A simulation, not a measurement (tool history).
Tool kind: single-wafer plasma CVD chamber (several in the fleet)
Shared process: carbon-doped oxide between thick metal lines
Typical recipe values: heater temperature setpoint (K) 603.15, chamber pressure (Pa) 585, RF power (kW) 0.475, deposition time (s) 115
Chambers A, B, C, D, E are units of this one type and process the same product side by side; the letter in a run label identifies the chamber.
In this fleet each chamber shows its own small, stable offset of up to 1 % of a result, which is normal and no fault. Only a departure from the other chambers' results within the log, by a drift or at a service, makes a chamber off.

run    day  heater temperature setpoint (K)  chamber pressure (Pa)  RF power (kW)  deposition time (s)  read-back reference wafer on the same gauge, thickness_nm  mean film thickness on the monitor wafer (nm)
 1A  0.154                           603.15                    585          0.475                  115                                                     541.91                                         584.74
 2B  0.350                           603.15                    585          0.475                  115                                                     541.73                                         586.84
 3C  0.633                           603.15                    585          0.475                  115                                                     541.69                                         586.06
 4E  0.846                           603.15                    585          0.475                  115                                                     541.74                                         585.99
 5D  1.079                           603.15                    585          0.475                  115                                                     541.65                                         581.47
 6E  1.358                           603.15                    585          0.475                  115                                                     541.29                                         585.96
 7D  1.517                           603.15                    469          0.475                  115                                                     541.36                                         566.54
 8B  1.767                           603.15                    469          0.475                  115                                                     541.24                                         565.95
 9C  2.046                           603.15                    469          0.475                  115                                                     541.15                                         565.20
10A  2.308                           603.15                    469          0.475                  115                                                     540.95                                         567.14
11A  2.579                           603.15                    469          0.475                  115                                                     541.06                                         567.98
12E  2.771                           603.15                    585          0.475                  115                                                     540.78                                         585.79
13D  2.983                           603.15                    585          0.475                  115                                                     540.66                                         582.18
     3.250  -- chamber E: capacitance manometer re-zeroed and calibrated
14C  3.271                           603.15                    585          0.475                  115                                                     540.60                                         585.38
15B  3.446                           603.15                    585          0.475                  115                                                     540.51                                         584.61
     3.692  -- chamber C: thermocouple changed; heater temperature recalibrated
16E  3.717                           603.15                    585          0.475                  115                                                     540.40                                         584.13
17B  3.854                           603.15                    585          0.475                  115                                                     540.37                                         582.04
18D  4.088                           603.15                    585          0.475                  134                                                     540.21                                         677.70
19A  4.217                           603.15                    585          0.475                  134                                                     540.39                                         678.37
20C  4.404                           603.15                    585          0.475                  134                                                     540.11                                         677.56
21C  4.571                           603.15                    585          0.475                  134                                                     540.13                                         678.09
22B  4.788                           603.15                    585          0.475                  134                                                     540.04                                         679.35
23D  5.058                           603.15                    585          0.475                  115                                                     540.01                                         581.92
24A  5.217                           603.15                    585          0.475                  115                                                     540.15                                         583.37
25E  5.354                           603.15                    585          0.475                  115                                                     539.86                                         583.45
26E  5.538                           603.15                    585          0.475                  115                                                     540.02                                         584.52
27C  5.688                           603.15                    585          0.475                  115                                                     539.66                                         582.29
28B  5.883                           603.15                    585          0.475                  115                                                     539.86                                         582.67
29D  6.079                           603.15                    585          0.475                  115                                                     539.64                                         581.00
     6.217  -- chamber B: thermocouple changed; heater temperature recalibrated
30A  6.362                           603.15                    585          0.475                  115                                                     539.42                                         582.94
31D  6.504                           603.15                    585          0.475                  115                                                     539.24                                         579.87
32C  6.775                           603.15                    585          0.475                  115                                                     539.16                                         580.43
33A  6.946                           603.15                    585          0.475                  115                                                     539.46                                         583.41
34E  7.138                           603.15                    585          0.475                  115                                                     539.00                                         584.06
35B  7.362                           603.15                    585          0.475                  115                                                     539.09                                         582.62
36E  7.521                           603.15                    585          0.475                  115                                                     538.98                                         582.56
37B  7.754                           603.15                    585          0.475                  115                                                     538.82                                         582.39
38D  8.012                           603.15                    585          0.475                  115                                                     538.72                                         579.32
39A  8.208                           603.15                    585          0.475                  115                                                     538.66                                         581.79
40C  8.442                           603.15                    585          0.475                  115                                                     538.81                                         580.68
41B  8.700                           603.15                    585          0.475                  115                                                     538.48                                         583.43
42E  8.896                           603.15                    585          0.475                  115                                                     538.38                                         580.14

One chamber off, gauge drift, or nothing amiss beyond the chambers' own small offsets? If it is a chamber, which one, and what is the likeliest cause?

It is the gauge, not a chamber: its drift shows up in every chamber's results at once, and no chamber is off.
Most likely cause: gauge reads low (%) = 0.665.

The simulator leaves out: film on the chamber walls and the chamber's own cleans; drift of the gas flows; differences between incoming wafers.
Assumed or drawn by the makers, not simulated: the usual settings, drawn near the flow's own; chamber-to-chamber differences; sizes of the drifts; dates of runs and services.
